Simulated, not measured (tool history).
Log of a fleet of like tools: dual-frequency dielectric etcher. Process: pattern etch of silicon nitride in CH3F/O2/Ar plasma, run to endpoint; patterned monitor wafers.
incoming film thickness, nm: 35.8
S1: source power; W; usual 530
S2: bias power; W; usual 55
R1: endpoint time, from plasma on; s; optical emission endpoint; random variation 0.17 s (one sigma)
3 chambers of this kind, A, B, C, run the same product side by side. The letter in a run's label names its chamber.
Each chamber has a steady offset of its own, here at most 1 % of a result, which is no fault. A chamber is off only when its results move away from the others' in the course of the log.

Run 1C, hour 7.2: usual settings. Result: R1 51.176 s.
Run 2B, hour 18: usual settings. Result: R1 50.415 s.
Run 3A, hour 29.8: usual settings. Result: R1 50.451 s.
Run 4A, hour 41.5: usual settings. Result: R1 50.507 s.
Run 5B, hour 53: usual settings. Result: R1 50.381 s.
Run 6C, hour 63.3: usual settings. Result: R1 50.98 s.
Run 7A, hour 70.6: usual settings. Result: R1 50.573 s.
Run 8B, hour 77.1: usual settings. Result: R1 50.504 s.
Run 9C, hour 85.1: usual settings. Result: R1 51.101 s.
Run 10A, hour 95.9: usual settings. Result: R1 50.709 s.
Run 11C, hour 105: usual settings but S1 490 W, S2 62 W. Result: R1 50.688 s.
Run 12B, hour 118.3: usual settings but S1 490 W, S2 62 W. Result: R1 49.962 s.
Run 13B, hour 128: usual settings but S1 490 W, S2 62 W. Result: R1 50.44 s.
Run 14C, hour 134.7: usual settings. Result: R1 51.402 s.
Run 15A, hour 148.1: usual settings. Result: R1 50.46 s.
Run 16B, hour 160.9: usual settings but S1 410 W, S2 42 W. Result: R1 60.827 s.
Run 17A, hour 173.8: usual settings but S1 410 W, S2 42 W. Result: R1 60.805 s.
Run 18C, hour 182.6: usual settings but S1 410 W, S2 42 W. Result: R1 61.743 s.
Run 19A, hour 194.1: usual settings. Result: R1 50.595 s.
Run 20B, hour 204.3: usual settings. Result: R1 50.028 s.
At hour 209: chamber A: wet clean of the chamber.
Run 21C, hour 212.3: usual settings. Result: R1 51.542 s.
Run 22A, hour 219.1: usual settings but S1 470 W, S2 64 W. Result: R1 50.695 s.
Run 23B, hour 228.3: usual settings but S1 470 W, S2 64 W. Result: R1 50.265 s.
Run 24C, hour 235: usual settings but S1 470 W, S2 64 W. Result: R1 51.648 s.
Run 25B, hour 244.5: usual settings. Result: R1 50.327 s.
Run 26A, hour 253.5: usual settings. Result: R1 50.697 s.

All 3 chambers run these settings next. Forecast each chamber's results:
Run 27A, hour 263.1: usual settings but S1 610 W. Result: R1 ?.
Run 27B, hour 263.1: usual settings but S1 610 W. Result: R1 ?.
Run 27C, hour 263.1: usual settings but S1 610 W. Result: R1 ?.

run      R1
27A  47.882
27B  48.053
27C  49.016

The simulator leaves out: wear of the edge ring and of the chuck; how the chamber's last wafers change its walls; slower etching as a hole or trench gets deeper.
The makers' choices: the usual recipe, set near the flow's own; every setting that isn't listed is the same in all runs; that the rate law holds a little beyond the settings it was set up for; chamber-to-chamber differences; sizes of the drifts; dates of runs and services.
